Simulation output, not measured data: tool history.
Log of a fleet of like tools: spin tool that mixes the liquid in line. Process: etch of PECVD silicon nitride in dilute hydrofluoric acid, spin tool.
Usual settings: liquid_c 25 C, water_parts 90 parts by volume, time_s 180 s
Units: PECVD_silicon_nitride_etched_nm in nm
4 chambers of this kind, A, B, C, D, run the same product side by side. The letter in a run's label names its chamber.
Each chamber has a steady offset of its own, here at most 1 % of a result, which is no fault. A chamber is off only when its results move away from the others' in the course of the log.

| run | hour | liquid_c | water_parts | time_s | hours since the thermometer was replaced | hours since the hydrofluoric acid flow meter was replaced | read-back film thickness of the PECVD silicon nitride reference wafer, read on the same gauge (nm) | PECVD_silicon_nitride_etched_nm |
|---|---|---|---|---|---|---|---|---|
| 1D | 7.7 | 25 | 90 | 180 | 897.9 | 911.8 | 139.99 | 4.3136 |
| 2C | 12.5 | 25 | 90 | 180 | 410.6 | 399.3 | 139.97 | 4.2004 |
| 3A | 17.5 | 25 | 90 | 180 | 1673.4 | 1530.8 | 140.06 | 4.2699 |
| 4B | 23.3 | 25 | 90 | 180 | 1184.2 | 446 | 140 | 4.2769 |
| 5B | 30.5 | 25 | 90 | 180 | 1191.4 | 453.2 | 140.01 | 4.2492 |
| 6A | 34.4 | 25 | 90 | 180 | 1690.3 | 1547.7 | 140 | 4.2809 |
| 7D | 38.2 | 25 | 90 | 180 | 928.4 | 942.3 | 140 | 4.2404 |
| 8C | 42.7 | 25 | 90 | 180 | 440.8 | 429.5 | 140.03 | 4.2148 |
| 9D | 50.2 | 25 | 90 | 180 | 940.4 | 954.3 | 140.02 | 4.2717 |
| 10B | 54.5 | 25 | 90 | 180 | 1215.4 | 477.2 | 139.99 | 4.2996 |
| 11A | 61.1 | 25 | 90 | 180 | 1717 | 1574.4 | 139.98 | 4.2964 |
| 12C | 68.9 | 25 | 90 | 180 | 467 | 455.7 | 140.02 | 4.2331 |
| 13A | 73.5 | 25 | 90 | 180 | 1729.4 | 1586.8 | 140.03 | 4.2628 |
| 14B | 77.1 | 25 | 90 | 180 | 1238 | 499.8 | 140.01 | 4.2648 |
| 15C | 83 | 25 | 90 | 180 | 481.1 | 469.8 | 140.02 | 4.2993 |
| 16D | 88.5 | 25 | 90 | 180 | 978.7 | 992.6 | 140.03 | 4.2369 |
| 17B | 94.4 | 25 | 90 | 180 | 1255.3 | 517.1 | 139.94 | 4.261 |
| 18A | 99.7 | 25 | 90 | 95 | 1755.6 | 1613 | 139.96 | 2.2468 |
| 19C | 106.8 | 25 | 90 | 95 | 504.9 | 493.6 | 140.05 | 2.3275 |
| 20D | 113.7 | 25 | 90 | 95 | 1003.9 | 1017.8 | 140 | 2.2655 |
| 21D | 119.5 | 25 | 90 | 95 | 1009.7 | 1023.6 | 140.01 | 2.2513 |
| 22B | 122.9 | 25 | 90 | 180 | 1283.8 | 545.6 | 140.02 | 4.2676 |
| 23C | 130 | 25 | 90 | 180 | 528.1 | 516.8 | 140.02 | 4.4734 |
| 24A | 137.1 | 25 | 90 | 180 | 1793 | 1650.4 | 140 | 4.2691 |
| 25C | 140.9 | 25 | 90 | 180 | 539 | 527.7 | 139.98 | 4.593 |
| 26B | 148.7 | 25 | 90 | 180 | 1309.6 | 571.4 | 140.01 | 4.2489 |
| 27A | 155.1 | 25 | 90 | 180 | 1811 | 1668.4 | 140 | 4.2578 |
| 28D | 161.6 | 25 | 90 | 180 | 1051.8 | 1065.7 | 140 | 4.2736 |
| 29A | 168 | 25 | 90 | 180 | 1823.9 | 1681.3 | 140 | 4.2423 |

Next, every chamber runs the same settings. What will each give?
| 30A | 173.6 | 25 | 115 | 180 |  |  |  | ? |
| 30B | 173.6 | 25 | 115 | 180 |  |  |  | ? |
| 30C | 173.6 | 25 | 115 | 180 |  |  |  | ? |
| 30D | 173.6 | 25 | 115 | 180 |  |  |  | ? |

| run | PECVD_silicon_nitride_etched_nm |
|---|---|
| 30A | 3.3592 |
| 30B | 3.3408 |
| 30C | 3.6995 |
| 30D | 3.3553 |

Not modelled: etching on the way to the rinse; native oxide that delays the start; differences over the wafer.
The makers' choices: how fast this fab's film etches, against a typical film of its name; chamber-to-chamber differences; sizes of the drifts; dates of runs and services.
